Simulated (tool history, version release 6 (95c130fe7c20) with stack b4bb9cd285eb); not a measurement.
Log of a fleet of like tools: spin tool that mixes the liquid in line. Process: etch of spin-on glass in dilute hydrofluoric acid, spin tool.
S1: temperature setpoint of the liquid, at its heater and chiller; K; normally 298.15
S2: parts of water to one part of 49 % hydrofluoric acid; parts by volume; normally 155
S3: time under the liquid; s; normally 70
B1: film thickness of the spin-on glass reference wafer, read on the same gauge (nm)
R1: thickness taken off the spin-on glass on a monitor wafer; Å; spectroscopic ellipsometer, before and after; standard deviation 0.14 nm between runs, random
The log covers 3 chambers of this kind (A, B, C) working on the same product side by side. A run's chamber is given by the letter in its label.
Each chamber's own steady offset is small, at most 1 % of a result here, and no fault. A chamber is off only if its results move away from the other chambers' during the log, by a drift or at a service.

run	hour	S1	S2	S3	B1	R1
1B	4.7	298.15	155	70	70.021	147.220
2A	10.2	298.15	155	70	70.013	144.470
3C	17.3	298.15	155	70	69.992	142.480
4C	24.4	298.15	155	70	70.017	141.220
5B	31.2	302.15	155	70	69.999	167.610
6A	36.4	302.15	155	70	70.022	168.210
7B	42.0	302.15	155	70	69.976	167.560
8A	47.5	298.15	155	70	70.010	142.390
9C	57.3	298.15	155	70	70.010	142.610
# hour 62.9: chamber C: hydrofluoric acid flow meter replaced
10A	65.1	298.15	155	70	69.991	143.620
11C	72.0	298.15	155	70	70.012	142.350
12B	76.4	298.15	155	70	69.999	143.460
13B	85.5	298.15	155	70	69.997	145.240
14A	93.5	298.15	155	70	70.000	143.090
15C	100.9	298.15	155	70	70.026	144.290
16B	106.3	298.15	155	70	70.002	144.710
17A	113.3	298.15	155	70	70.025	142.890
18C	120.9	298.15	155	70	69.997	141.790
19A	127.9	298.15	155	70	70.032	142.520
20B	137.3	298.15	155	70	69.971	144.390
21C	143.4	298.15	155	70	70.000	145.510
22A	153.0	294.65	155	55	70.020	98.295
23C	161.9	294.65	155	55	70.028	99.961
24B	168.9	294.65	155	55	69.982	98.324
25C	178.8	298.15	155	70	70.017	140.980
26B	188.0	298.15	155	70	69.990	143.060
27A	193.9	298.15	155	70	69.978	142.010
28A	203.7	298.15	155	70	69.995	141.770
29C	209.8	298.15	155	70	69.983	144.170
30B	218.6	298.15	105	70	69.949	228.470
31B	227.3	298.15	105	70	70.002	226.670
# hour 236.2: chamber C: thermometer replaced
32C	237.1	298.15	105	70	69.996	226.720
33A	246.3	298.15	155	70	70.031	146.840
34C	252.3	298.15	155	70	70.001	143.140

The same settings go to every chamber for the next run, one line per chamber below. Forecast the results for each:
35A	259.7	298.15	155	70		?
35B	259.7	298.15	155	70		?
35C	259.7	298.15	155	70		?

run	R1
35A	142.100
35B	144.710
35C	143.340

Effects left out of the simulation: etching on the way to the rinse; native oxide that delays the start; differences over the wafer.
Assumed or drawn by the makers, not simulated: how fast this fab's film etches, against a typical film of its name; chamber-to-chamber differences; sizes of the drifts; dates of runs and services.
